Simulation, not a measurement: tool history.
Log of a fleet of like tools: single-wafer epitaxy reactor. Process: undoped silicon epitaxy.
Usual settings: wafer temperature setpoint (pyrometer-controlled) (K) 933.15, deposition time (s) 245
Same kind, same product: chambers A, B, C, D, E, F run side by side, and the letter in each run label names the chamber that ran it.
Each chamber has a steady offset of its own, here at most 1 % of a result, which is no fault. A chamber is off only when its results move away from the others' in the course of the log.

run   hour  wafer temperature setpoint (pyrometer-controlled) (K)  deposition time (s)  read-back reference wafer on the same gauge, thickness_nm  mean film thickness on the monitor wafer (Å)
 1E    7.9                                                 933.15                  245                                                      57.89                                        510.88
 2F   17.1                                                 933.15                  245                                                     57.943                                        511.22
 3B     25                                                 933.15                  245                                                     57.932                                        508.78
 4A   32.4                                                 933.15                  245                                                     57.929                                        512.18
 5D   41.5                                                 933.15                  245                                                     57.961                                        509.76
 6C     47                                                 933.15                  245                                                     57.939                                        513.31
 7C   55.5                                                 933.15                  245                                                     57.962                                        514.48
 8A   64.9                                                 933.15                  245                                                     57.978                                        513.37
 9E   73.8                                                 933.15                  245                                                     58.005                                        509.36
10D   79.9                                                 919.15                  277                                                     57.988                                        427.37
11F   87.2                                                 919.15                  277                                                     57.982                                        426.92
12B   93.1                                                 919.15                  277                                                     58.009                                        426.73
13B  101.3                                                 919.15                  277                                                     58.033                                        427.01
14F  106.9                                                 919.15                  277                                                     58.042                                        428.24
15C  112.2                                                 919.15                  277                                                     58.028                                        428.84
16E  121.4                                                 933.15                  199                                                     58.037                                        414.66
17A  129.1                                                 933.15                  199                                                     58.056                                        417.28
18D    140                                                 933.15                  199                                                     58.079                                        415.51
19F  145.9                                                 933.15                  199                                                     58.093                                        416.47
     152.6  -- chamber D: pyrometer calibrated
20B  156.9                                                 933.15                  199                                                     58.081                                        413.63
21D  162.9                                                 933.15                  199                                                     58.082                                        416.05
22A  170.2                                                 933.15                  245                                                     58.079                                        516.27
23C  179.3                                                 933.15                  245                                                     58.101                                        514.45
24E  189.4                                                 933.15                  245                                                     58.129                                        512.46
25F  197.7                                                 933.15                  245                                                     58.122                                        513.78
26A  203.5                                                 933.15                  245                                                     58.138                                        514.96
27B    214                                                 933.15                  245                                                      58.15                                         510.3
28C  223.9                                                 933.15                  245                                                     58.166                                        514.66
29D  229.7                                                 933.15                  245                                                     58.173                                        512.92
30E  234.7                                                 933.15                  245                                                     58.161                                        511.95
31C  241.9                                                 933.15                  245                                                     58.163                                         516.2
32E  252.5                                                 933.15                  245                                                     58.192                                        511.33
33F  258.1                                                 933.15                  245                                                     58.212                                        513.95
34D  268.7                                                 933.15                  245                                                     58.216                                        513.64
35A  278.6                                                 933.15                  245                                                     58.245                                        516.41
36B  287.7                                                 933.15                  245                                                     58.227                                        511.88
37D  298.4                                                 933.15                  245                                                     58.266                                        513.46
38A    308                                                 933.15                  245                                                     58.272                                           515
39E    315                                                 933.15                  245                                                     58.299                                        511.93
40B  325.9                                                 933.15                  245                                                     58.298                                        512.53
41F  331.1                                                 933.15                  245                                                     58.299                                        514.35

All 6 chambers run these settings next. Forecast each chamber's results:
42A   339                                                 933.15                  245                                                                                                        ?
42B   339                                                 933.15                  245                                                                                                        ?
42C   339                                                 933.15                  245                                                                                                        ?
42D   339                                                 933.15                  245                                                                                                        ?
42E   339                                                 933.15                  245                                                                                                        ?
42F   339                                                 933.15                  245                                                                                                        ?

run  mean film thickness on the monitor wafer (Å)
42A                                        516.02
42B                                        511.55
42C                                        514.82
42D                                        513.29
42E                                        513.53
42F                                        514.33
